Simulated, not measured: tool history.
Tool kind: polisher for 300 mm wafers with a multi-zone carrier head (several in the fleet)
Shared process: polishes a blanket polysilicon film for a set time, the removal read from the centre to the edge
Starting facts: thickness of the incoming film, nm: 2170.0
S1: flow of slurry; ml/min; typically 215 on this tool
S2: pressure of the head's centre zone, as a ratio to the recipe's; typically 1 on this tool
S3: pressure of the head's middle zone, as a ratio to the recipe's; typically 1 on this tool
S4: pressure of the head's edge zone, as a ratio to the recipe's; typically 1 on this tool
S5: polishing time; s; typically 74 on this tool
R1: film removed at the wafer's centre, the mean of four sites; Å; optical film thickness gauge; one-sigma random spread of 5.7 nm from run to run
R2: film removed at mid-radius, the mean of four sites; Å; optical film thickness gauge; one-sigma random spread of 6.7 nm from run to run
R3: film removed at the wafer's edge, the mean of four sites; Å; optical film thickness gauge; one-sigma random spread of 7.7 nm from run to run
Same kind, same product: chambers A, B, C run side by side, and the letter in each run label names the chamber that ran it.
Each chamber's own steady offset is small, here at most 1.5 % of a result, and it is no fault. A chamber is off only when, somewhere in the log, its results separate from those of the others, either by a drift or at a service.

| run | hour | S1 | S2 | S3 | S4 | S5 | R1 | R2 | R3 |
|---|---|---|---|---|---|---|---|---|---|
|  | 0.5 | chamber C: worn pad replaced by a new one |
| 1C | 6 | 215 | 1 | 1 | 1 | 74 | 5484.1 | 5419.2 | 5531.3 |
| 2A | 12.2 | 215 | 1 | 1 | 1 | 74 | 5422.9 | 5541.8 | 5253.1 |
|  | 15.4 | chamber B: slurry nozzle cleaned |
| 3B | 20.9 | 215 | 1 | 1 | 1 | 74 | 5498.2 | 5498.7 | 5442.6 |
|  | 29.2 | chamber C: slurry nozzle cleaned |
| 4B | 30 | 215 | 1 | 1 | 1 | 74 | 5459.7 | 5390.7 | 5433.5 |
| 5C | 36.3 | 215 | 1 | 1 | 1 | 74 | 5422 | 5426.9 | 5573.5 |
| 6A | 42.1 | 215 | 1 | 1 | 1 | 74 | 5390.7 | 5538.1 | 5369.9 |
| 7C | 46.4 | 145 | 1 | 1 | 1 | 74 | 5138.8 | 5232.6 | 5290.8 |
| 8B | 55 | 145 | 1 | 1 | 1 | 74 | 5134.6 | 5054.8 | 5106 |
| 9A | 63 | 145 | 1 | 1 | 1 | 74 | 5073 | 5007.1 | 5171 |
| 10A | 67.6 | 215 | 1 | 1 | 1 | 74 | 5440 | 5430.6 | 5452.8 |
| 11B | 72.2 | 215 | 1 | 1 | 1 | 74 | 5466.6 | 5471 | 5476.8 |
| 12C | 78.4 | 215 | 1 | 1 | 1 | 74 | 5449 | 5381.1 | 5383.7 |
|  | 82.1 | chamber C: worn pad replaced by a new one |
|  | 84.3 | chamber A: worn pad replaced by a new one |
| 13C | 88 | 215 | 1 | 1 | 1 | 74 | 5520.3 | 5440.7 | 5490.6 |
| 14A | 92.7 | 215 | 1 | 1 | 1 | 74 | 5510.8 | 5594.4 | 5492 |
|  | 94.4 | chamber B: worn pad replaced by a new one |
| 15B | 100.1 | 215 | 1 | 1 | 1.11 | 51 | 3782.1 | 3811.8 | 3950.9 |
| 16C | 104.9 | 215 | 1 | 1 | 1.11 | 51 | 3804.2 | 3782.3 | 4004.6 |
| 17A | 113.7 | 215 | 1 | 1 | 1.11 | 51 | 3744.2 | 3744.9 | 4017.8 |
| 18B | 119.3 | 215 | 1 | 1 | 1 | 74 | 5458.7 | 5483.1 | 5519.7 |
|  | 123 | chamber C: centre zone pressure recalibrated |
| 19A | 125.9 | 215 | 1 | 1 | 1 | 74 | 5554.6 | 5529.1 | 5359.1 |
| 20B | 134.3 | 215 | 1 | 1 | 1 | 74 | 5579.5 | 5385.4 | 5422.7 |
| 21C | 140.8 | 215 | 1 | 1 | 1 | 74 | 5432.3 | 5489.3 | 5423.3 |
| 22B | 145.5 | 215 | 1.11 | 1 | 1 | 74 | 6127.7 | 5432.8 | 5489.4 |
|  | 150.4 | chamber C: worn pad replaced by a new one |
| 23C | 155.1 | 215 | 1.11 | 1 | 1 | 74 | 6183.8 | 5540.2 | 5468.3 |
|  | 155.4 | chamber B: centre zone pressure recalibrated |
| 24A | 162.5 | 215 | 1.11 | 1 | 1 | 74 | 6171.5 | 5608.7 | 5610.2 |
| 25A | 171 | 215 | 1 | 1 | 1 | 74 | 5404 | 5468 | 5207.1 |
|  | 173.3 | chamber A: centre zone pressure recalibrated |
| 26B | 180 | 215 | 1 | 1 | 1 | 74 | 6101.5 | 5501.7 | 5527.3 |
| 27C | 184.5 | 215 | 1 | 1 | 1 | 74 | 5375 | 5498.8 | 5591.8 |
|  | 190.1 | chamber A: worn pad replaced by a new one |
| 28C | 192.3 | 215 | 1 | 1 | 1 | 74 | 5424.9 | 5620.2 | 5330.5 |
| 29A | 198.5 | 215 | 1 | 1 | 1 | 74 | 5412.2 | 5523.7 | 5390.5 |
| 30B | 204.3 | 215 | 1 | 1 | 1 | 74 | 6179.1 | 5529 | 5629.1 |
| 31C | 208.8 | 215 | 1 | 1 | 1 | 74 | 5437.2 | 5505.1 | 5673.5 |
| 32B | 217.1 | 215 | 1 | 1 | 1 | 74 | 6209.1 | 5535.5 | 5488.6 |
|  | 218.7 | chamber C: worn pad replaced by a new one |
|  | 219.7 | chamber B: worn pad replaced by a new one |
| 33A | 223.7 | 215 | 1 | 1 | 1 | 74 | 5375.5 | 5550.4 | 5548.5 |
| 34A | 228.7 | 215 | 1 | 1 | 1 | 74 | 5373.7 | 5532.6 | 5445.7 |
| 35B | 234.4 | 215 | 1 | 1 | 1 | 74 | 6055 | 5482.9 | 5488.5 |
| 36C | 243 | 215 | 1 | 1 | 1 | 74 | 5467.4 | 5437.8 | 5444.8 |
| 37A | 248.2 | 215 | 1 | 1 | 1 | 74 | 5371.8 | 5396 | 5461.1 |
| 38B | 256.2 | 215 | 1 | 1 | 1 | 74 | 6169 | 5418.3 | 5493.5 |
| 39C | 262 | 215 | 1 | 1 | 1 | 74 | 5505 | 5553.8 | 5542.4 |
| 40B | 268 | 215 | 1 | 1 | 1 | 74 | 6219 | 5413.3 | 5420.1 |
| 41A | 276.3 | 215 | 1 | 1 | 1 | 74 | 5510.6 | 5588.9 | 5403.7 |
| 42C | 280.7 | 215 | 1 | 1 | 1 | 74 | 5465 | 5471.9 | 5436.4 |
| 43B | 286.6 | 215 | 1 | 1 | 1 | 74 | 6076.2 | 5414.2 | 5514.5 |
| 44A | 292.1 | 215 | 1 | 1 | 1 | 74 | 5457.3 | 5495.4 | 5429.2 |

Next, all 3 chambers run the settings below, one line each with question marks for the results. What does each chamber give?
| 45A | 299.2 | 215 | 1 | 1 | 1 | 74 | ? | ? | ? |
| 45B | 299.2 | 215 | 1 | 1 | 1 | 74 | ? | ? | ? |
| 45C | 299.2 | 215 | 1 | 1 | 1 | 74 | ? | ? | ? |

| run | R1 | R2 | R3 |
|---|---|---|---|
| 45A | 5496.1 | 5458.8 | 5430.6 |
| 45B | 6106.8 | 5520.4 | 5602 |
| 45C | 5430.3 | 5485.9 | 5492.1 |

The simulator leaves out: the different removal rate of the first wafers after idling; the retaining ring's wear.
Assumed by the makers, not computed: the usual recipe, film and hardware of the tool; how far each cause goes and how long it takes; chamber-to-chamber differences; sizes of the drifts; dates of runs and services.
